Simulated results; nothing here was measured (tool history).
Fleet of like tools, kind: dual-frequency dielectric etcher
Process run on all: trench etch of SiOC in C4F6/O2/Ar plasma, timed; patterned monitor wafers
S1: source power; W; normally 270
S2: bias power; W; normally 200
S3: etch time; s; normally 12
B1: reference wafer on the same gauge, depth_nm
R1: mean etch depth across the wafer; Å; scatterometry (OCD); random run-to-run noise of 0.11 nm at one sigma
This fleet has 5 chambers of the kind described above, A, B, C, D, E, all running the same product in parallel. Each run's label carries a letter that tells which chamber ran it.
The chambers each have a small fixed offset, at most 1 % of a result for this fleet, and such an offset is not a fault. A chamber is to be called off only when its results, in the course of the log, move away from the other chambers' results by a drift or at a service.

run 1B hour=3.9 | S1=270 S2=200 S3=12 | B1=22.28 | R1=222.29
run 2D hour=8 | S1=270 S2=200 S3=12 | B1=22.293 | R1=219.26
run 3C hour=10.1 | S1=270 S2=200 S3=12 | B1=22.319 | R1=221.63
run 4E hour=13.6 | S1=270 S2=200 S3=12 | B1=22.276 | R1=218.67
run 5A hour=17.6 | S1=270 S2=200 S3=12 | B1=22.321 | R1=219.73
run 6E hour=20.7 | S1=270 S2=200 S3=12 | B1=22.299 | R1=220.88
run 7A hour=22.8 | S1=270 S2=200 S3=12 | B1=22.306 | R1=221.54
run 8B hour=26.7 | S1=270 S2=200 S3=12 | B1=22.321 | R1=221.37
run 9C hour=30.7 | S1=270 S2=200 S3=12 | B1=22.285 | R1=223.95
run 10D hour=33.9 | S1=270 S2=157 S3=12 | B1=22.311 | R1=202.83
run 11A hour=35.9 | S1=270 S2=157 S3=12 | B1=22.321 | R1=204.63
run 12D hour=39.1 | S1=270 S2=157 S3=12 | B1=22.28 | R1=201.05
run 13C hour=41.3 | S1=270 S2=157 S3=12 | B1=22.32 | R1=205.38
-- hour=41.8 chamber E: wet clean of the chamber
run 14B hour=43.5 | S1=270 S2=157 S3=12 | B1=22.314 | R1=204.91
-- hour=43.9 chamber B: wet clean of the chamber
run 15E hour=47.5 | S1=270 S2=200 S3=12 | B1=22.294 | R1=218.35
run 16C hour=50.1 | S1=270 S2=200 S3=12 | B1=22.287 | R1=223.27
run 17E hour=52 | S1=270 S2=200 S3=12 | B1=22.325 | R1=221.95
run 18D hour=54.4 | S1=270 S2=200 S3=12 | B1=22.297 | R1=217.73
run 19A hour=57.5 | S1=270 S2=200 S3=12 | B1=22.302 | R1=222.95
run 20B hour=61.5 | S1=270 S2=200 S3=12 | B1=22.318 | R1=222.91
-- hour=62 chamber A: wet clean of the chamber
run 21E hour=65.4 | S1=270 S2=200 S3=12 | B1=22.313 | R1=220.56
run 22B hour=68.8 | S1=270 S2=200 S3=12 | B1=22.276 | R1=223.71
run 23A hour=70.7 | S1=270 S2=200 S3=12 | B1=22.283 | R1=233.09
run 24C hour=73.2 | S1=270 S2=200 S3=12 | B1=22.274 | R1=222.21
run 25D hour=75.6 | S1=270 S2=200 S3=12 | B1=22.306 | R1=219.98
-- hour=76.2 chamber C: wet clean of the chamber
run 26C hour=79.3 | S1=270 S2=200 S3=12 | B1=22.286 | R1=221.05
run 27E hour=83.1 | S1=270 S2=200 S3=12 | B1=22.277 | R1=220.28
run 28B hour=85.7 | S1=270 S2=200 S3=12 | B1=22.286 | R1=224.27
run 29D hour=89.5 | S1=270 S2=200 S3=12 | B1=22.302 | R1=219.58
run 30A hour=92.3 | S1=270 S2=200 S3=12 | B1=22.301 | R1=229.01
run 31E hour=95 | S1=310 S2=232 S3=12 | B1=22.301 | R1=245.8
run 32A hour=97 | S1=310 S2=232 S3=12 | B1=22.289 | R1=254.53
run 33D hour=100 | S1=310 S2=232 S3=12 | B1=22.296 | R1=240.03
run 34B hour=103.3 | S1=310 S2=232 S3=12 | B1=22.294 | R1=244.85
run 35C hour=105.9 | S1=310 S2=232 S3=12 | B1=22.323 | R1=246.09

Is one chamber out of step, is the gauge drifting, or do the chambers differ by no more than their own small offsets? For an off chamber, give its letter and the likeliest cause.

Chamber A came out of a service off from its peers and stayed that way.
Cause: etch rate over this chamber's usual, % = 4.35.

Which of the 4 candidates below, each the usual settings with something changed and its results left as question marks, puts chamber A back in line with what the other chambers give on the usual settings?
In line here means within this much of the mean the other chambers give on the usual settings: R1 3.9 Å
run 36A-1 hour=109.1 | S1=240 S2=200 S3=12 | R1=?
run 36A-2 hour=109.1 | S1=270 S2=161 S3=12 | R1=?
run 36A-3 hour=109.1 | S1=270 S2=202 S3=12.5 | R1=?
run 36A-4 hour=109.1 | S1=270 S2=244 S3=12 | R1=?

Average result of the remaining chambers running the usual settings: R1 221.04 Å
run=36A-1 R1=221.14
run=36A-2 R1=215.17
run=36A-3 R1=241.63
run=36A-4 R1=247.53
The answer is 36A-1, which returns the chamber to within the allowed miss of the others.
